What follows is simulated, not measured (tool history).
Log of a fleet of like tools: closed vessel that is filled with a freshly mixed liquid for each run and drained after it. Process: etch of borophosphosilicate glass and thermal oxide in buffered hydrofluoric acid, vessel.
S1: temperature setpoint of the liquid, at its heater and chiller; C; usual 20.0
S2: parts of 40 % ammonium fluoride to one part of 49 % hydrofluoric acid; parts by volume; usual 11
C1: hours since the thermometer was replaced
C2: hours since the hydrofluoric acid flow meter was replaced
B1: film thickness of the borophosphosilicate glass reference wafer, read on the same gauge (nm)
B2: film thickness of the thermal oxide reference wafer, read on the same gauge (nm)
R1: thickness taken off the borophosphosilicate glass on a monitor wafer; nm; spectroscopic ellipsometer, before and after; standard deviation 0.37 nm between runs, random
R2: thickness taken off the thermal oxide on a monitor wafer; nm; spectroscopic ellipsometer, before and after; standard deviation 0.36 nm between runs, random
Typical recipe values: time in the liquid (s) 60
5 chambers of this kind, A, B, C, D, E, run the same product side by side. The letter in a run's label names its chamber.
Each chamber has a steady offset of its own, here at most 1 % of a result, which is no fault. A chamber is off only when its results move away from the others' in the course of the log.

{"run": "1A", "hour": 3.9, "S1": 20.0, "S2": 11, "time in the liquid (s)": 60, "C1": 1403.1, "C2": 907.9, "B1": 30.0, "B2": 130.04, "R1": 71.491, "R2": 52.234}
{"run": "2E", "hour": 6.2, "S1": 20.0, "S2": 11, "time in the liquid (s)": 60, "C1": 1930.5, "C2": 1408.6, "B1": 30.016, "B2": 129.99, "R1": 71.883, "R2": 52.192}
{"run": "3B", "hour": 10.6, "S1": 20.0, "S2": 11, "time in the liquid (s)": 60, "C1": 449.3, "C2": 1116.3, "B1": 29.98, "B2": 130.0, "R1": 71.78, "R2": 52.854}
{"run": "4D", "hour": 15.2, "S1": 20.0, "S2": 11, "time in the liquid (s)": 60, "C1": 390.8, "C2": 109.0, "B1": 30.007, "B2": 129.97, "R1": 72.596, "R2": 50.726}
{"run": "5C", "hour": 20.1, "S1": 20.0, "S2": 11, "time in the liquid (s)": 60, "C1": 355.6, "C2": 127.2, "B1": 29.989, "B2": 130.03, "R1": 72.491, "R2": 52.01}
{"run": "6B", "hour": 22.7, "S1": 20.0, "S2": 11, "time in the liquid (s)": 60, "C1": 461.4, "C2": 1128.4, "B1": 30.011, "B2": 130.02, "R1": 71.938, "R2": 52.707}
{"run": "7A", "hour": 26.6, "S1": 20.0, "S2": 11, "time in the liquid (s)": 60, "C1": 1425.8, "C2": 930.6, "B1": 30.006, "B2": 130.04, "R1": 71.713, "R2": 52.334}
{"run": "8C", "hour": 31.3, "S1": 20.0, "S2": 11, "time in the liquid (s)": 60, "C1": 366.8, "C2": 138.4, "B1": 29.999, "B2": 130.03, "R1": 72.776, "R2": 52.255}
{"run": "9E", "hour": 36.0, "S1": 20.0, "S2": 11, "time in the liquid (s)": 60, "C1": 1960.3, "C2": 1438.4, "B1": 30.022, "B2": 130.0, "R1": 72.614, "R2": 52.624}
{"run": "10D", "hour": 39.2, "S1": 17.0, "S2": 11, "time in the liquid (s)": 40, "C1": 414.8, "C2": 133.0, "B1": 30.015, "B2": 129.99, "R1": 40.018, "R2": 29.114}
{"run": "11B", "hour": 42.8, "S1": 17.0, "S2": 11, "time in the liquid (s)": 40, "C1": 481.5, "C2": 1148.5, "B1": 29.999, "B2": 130.01, "R1": 41.07, "R2": 29.569}
{"run": "12A", "hour": 46.6, "S1": 17.0, "S2": 11, "time in the liquid (s)": 40, "C1": 1445.8, "C2": 950.6, "B1": 29.991, "B2": 130.01, "R1": 40.469, "R2": 29.097}
{"run": "13C", "hour": 51.4, "S1": 17.0, "S2": 11, "time in the liquid (s)": 40, "C1": 386.9, "C2": 158.5, "B1": 30.002, "B2": 129.99, "R1": 41.251, "R2": 29.06}
{"run": "14D", "hour": 54.8, "S1": 17.0, "S2": 11, "time in the liquid (s)": 40, "C1": 430.4, "C2": 148.6, "B1": 29.987, "B2": 130.01, "R1": 40.38, "R2": 29.054}
{"run": "15E", "hour": 59.1, "S1": 20.0, "S2": 11, "time in the liquid (s)": 60, "C1": 1983.4, "C2": 1461.5, "B1": 29.986, "B2": 129.98, "R1": 72.282, "R2": 52.065}
{"run": "16D", "hour": 61.7, "S1": 20.0, "S2": 11, "time in the liquid (s)": 60, "C1": 437.3, "C2": 155.5, "B1": 29.982, "B2": 130.07, "R1": 71.815, "R2": 51.709}
{"run": "17E", "hour": 64.4, "S1": 20.0, "S2": 11, "time in the liquid (s)": 60, "C1": 1988.7, "C2": 1466.8, "B1": 29.994, "B2": 129.99, "R1": 71.736, "R2": 52.394}
{"run": "18A", "hour": 69.3, "S1": 20.0, "S2": 11, "time in the liquid (s)": 60, "C1": 1468.5, "C2": 973.3, "B1": 30.013, "B2": 129.96, "R1": 71.732, "R2": 53.028}
{"run": "19C", "hour": 72.1, "S1": 20.0, "S2": 11, "time in the liquid (s)": 60, "C1": 407.6, "C2": 179.2, "B1": 29.982, "B2": 129.94, "R1": 73.062, "R2": 51.988}
{"run": "20B", "hour": 76.2, "S1": 20.0, "S2": 11, "time in the liquid (s)": 60, "C1": 514.9, "C2": 1181.9, "B1": 30.006, "B2": 130.03, "R1": 71.516, "R2": 52.778}
{"run": "21E", "hour": 80.5, "S1": 20.0, "S2": 11, "time in the liquid (s)": 60, "C1": 2004.8, "C2": 1482.9, "B1": 30.004, "B2": 129.99, "R1": 71.839, "R2": 51.837}
{"run": "22B", "hour": 84.2, "S1": 20.0, "S2": 11, "time in the liquid (s)": 60, "C1": 522.9, "C2": 1189.9, "B1": 30.003, "B2": 130.0, "R1": 71.607, "R2": 52.77}
{"run": "23C", "hour": 87.8, "S1": 17.0, "S2": 11, "time in the liquid (s)": 35, "C1": 423.3, "C2": 194.9, "B1": 30.011, "B2": 130.01, "R1": 35.686, "R2": 25.678}
{"run": "24D", "hour": 92.5, "S1": 17.0, "S2": 11, "time in the liquid (s)": 35, "C1": 468.1, "C2": 186.3, "B1": 29.977, "B2": 130.02, "R1": 35.483, "R2": 25.61}
{"run": "25A", "hour": 96.5, "S1": 17.0, "S2": 11, "time in the liquid (s)": 35, "C1": 1495.7, "C2": 1000.5, "B1": 30.028, "B2": 129.99, "R1": 35.456, "R2": 25.838}
{"run": "26C", "hour": 101.3, "S1": 17.0, "S2": 11, "time in the liquid (s)": 35, "C1": 436.8, "C2": 208.4, "B1": 29.992, "B2": 129.96, "R1": 35.854, "R2": 25.398}
{"run": "27D", "hour": 106.0, "S1": 17.0, "S2": 11, "time in the liquid (s)": 35, "C1": 481.6, "C2": 199.8, "B1": 30.007, "B2": 129.95, "R1": 35.43, "R2": 25.438}
{"run": "28B", "hour": 110.0, "S1": 20.0, "S2": 11, "time in the liquid (s)": 60, "C1": 548.7, "C2": 1215.7, "B1": 29.993, "B2": 130.0, "R1": 72.152, "R2": 52.678}
{"run": "29A", "hour": 113.4, "S1": 20.0, "S2": 11, "time in the liquid (s)": 60, "C1": 1512.6, "C2": 1017.4, "B1": 30.013, "B2": 130.01, "R1": 72.068, "R2": 51.639}
{"run": "30E", "hour": 116.2, "S1": 20.0, "S2": 11, "time in the liquid (s)": 35, "C1": 2040.5, "C2": 1518.6, "B1": 29.993, "B2": 129.95, "R1": 42.501, "R2": 30.298}
{"run": "31B", "hour": 120.7, "S1": 20.0, "S2": 11, "time in the liquid (s)": 35, "C1": 559.4, "C2": 1226.4, "B1": 30.024, "B2": 129.98, "R1": 41.829, "R2": 30.356}
{"run": "32D", "hour": 123.0, "S1": 20.0, "S2": 11, "time in the liquid (s)": 35, "C1": 498.6, "C2": 216.8, "B1": 29.989, "B2": 130.07, "R1": 42.056, "R2": 30.357}

Next, all 5 chambers run the settings below, one line each with question marks for the results. What does each chamber give?
{"run": "33A", "hour": 126.6, "S1": 23.5, "S2": 11, "time in the liquid (s)": 60, "R1": "?", "R2": "?"}
{"run": "33B", "hour": 126.6, "S1": 23.5, "S2": 11, "time in the liquid (s)": 60, "R1": "?", "R2": "?"}
{"run": "33C", "hour": 126.6, "S1": 23.5, "S2": 11, "time in the liquid (s)": 60, "R1": "?", "R2": "?"}
{"run": "33D", "hour": 126.6, "S1": 23.5, "S2": 11, "time in the liquid (s)": 60, "R1": "?", "R2": "?"}
{"run": "33E", "hour": 126.6, "S1": 23.5, "S2": 11, "time in the liquid (s)": 60, "R1": "?", "R2": "?"}

run=33A R1=86.861 R2=63.674
run=33B R1=86.192 R2=63.533
run=33C R1=88.670 R2=62.876
run=33D R1=87.035 R2=62.649
run=33E R1=86.455 R2=62.856

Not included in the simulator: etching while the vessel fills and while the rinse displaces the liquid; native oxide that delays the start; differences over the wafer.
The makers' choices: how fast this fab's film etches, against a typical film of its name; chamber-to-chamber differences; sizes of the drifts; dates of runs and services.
